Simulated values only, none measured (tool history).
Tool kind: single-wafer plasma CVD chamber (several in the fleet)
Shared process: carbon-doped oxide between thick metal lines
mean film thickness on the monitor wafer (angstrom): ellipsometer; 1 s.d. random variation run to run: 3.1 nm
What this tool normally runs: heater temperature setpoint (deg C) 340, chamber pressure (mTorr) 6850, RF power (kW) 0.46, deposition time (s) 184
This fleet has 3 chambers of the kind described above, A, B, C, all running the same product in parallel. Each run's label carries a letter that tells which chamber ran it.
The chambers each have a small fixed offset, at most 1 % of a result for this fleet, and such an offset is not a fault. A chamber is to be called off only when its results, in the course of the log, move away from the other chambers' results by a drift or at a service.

run,hour,heater temperature setpoint (deg C),chamber pressure (mTorr),RF power (kW),deposition time (s),hours since the last thermocouple change,hours since the last RF generator calibration,hours since the last manometer calibration,"read-back reference wafer on the same gauge, thickness_nm",mean film thickness on the monitor wafer (angstrom)
1B,6.1,340,6850,0.46,184,352.3,96.1,1206.9,820.82,9467.4
2C,13.9,340,6850,0.46,184,73.1,1823.6,362,821.72,9321
3A,20.4,340,6850,0.46,184,407.3,61.4,815.1,821.29,9413
4A,33.3,340,6850,0.46,184,420.2,74.3,828,821.25,9453
5B,40.5,347,6850,0.46,184,386.7,130.5,1241.3,820.5,9213.9
6C,48.3,347,6850,0.46,184,107.5,1858,396.4,820.85,9188.9
7B,57.7,347,6850,0.46,184,403.9,147.7,1258.5,821.53,9282.2
8C,71.1,340,6850,0.46,184,130.3,1880.8,419.2,821.01,9364.7
9A,80.5,340,6850,0.46,184,467.4,121.5,875.2,821.64,9407.8
10C,91.7,340,6850,0.46,184,150.9,1901.4,439.8,820.87,9363.5
11A,104.1,340,8350,0.46,184,491,145.1,898.8,820.72,9562.7
12B,115.7,340,8350,0.46,184,461.9,205.7,1316.5,821.55,9595.8
13B,128.9,340,8350,0.46,184,475.1,218.9,1329.7,820.76,9584.8
14A,139.8,340,6850,0.46,184,526.7,180.8,934.5,820.81,9473.8
15C,150.5,340,6850,0.46,184,209.7,1960.2,498.6,821.13,9412.8
16B,157.3,340,6850,0.46,184,503.5,247.3,1358.1,820.7,9489.2
17A,166.8,340,6850,0.46,184,553.7,207.8,961.5,821.73,9386.4
18C,174.7,340,6850,0.405,184,233.9,1984.4,522.8,821.13,8468.3
19A,182.7,340,6850,0.405,184,569.6,223.7,977.4,820.46,8636.7
20B,190,340,6850,0.405,184,536.2,280,1390.8,821.14,8601.8
21C,202.3,340,6850,0.46,184,261.5,2012,550.4,820.88,9342.7
22B,208.9,340,6850,0.46,184,555.1,298.9,1409.7,820.57,9454.8
23A,221.3,340,6850,0.46,184,608.2,262.3,1016,820.65,9487.7
24C,229.1,340,6850,0.46,184,288.3,2038.8,577.2,821.37,9431
25B,236.1,340,6850,0.46,184,582.3,326.1,1436.9,821.14,9424

All 3 chambers run these settings next. Forecast each chamber's results:
26A,245.9,340,6850,0.46,184,,,,,?
26B,245.9,340,6850,0.46,184,,,,,?
26C,245.9,340,6850,0.46,184,,,,,?

run,mean film thickness on the monitor wafer (angstrom)
26A,9450.6
26B,9448.9
26C,9317.8

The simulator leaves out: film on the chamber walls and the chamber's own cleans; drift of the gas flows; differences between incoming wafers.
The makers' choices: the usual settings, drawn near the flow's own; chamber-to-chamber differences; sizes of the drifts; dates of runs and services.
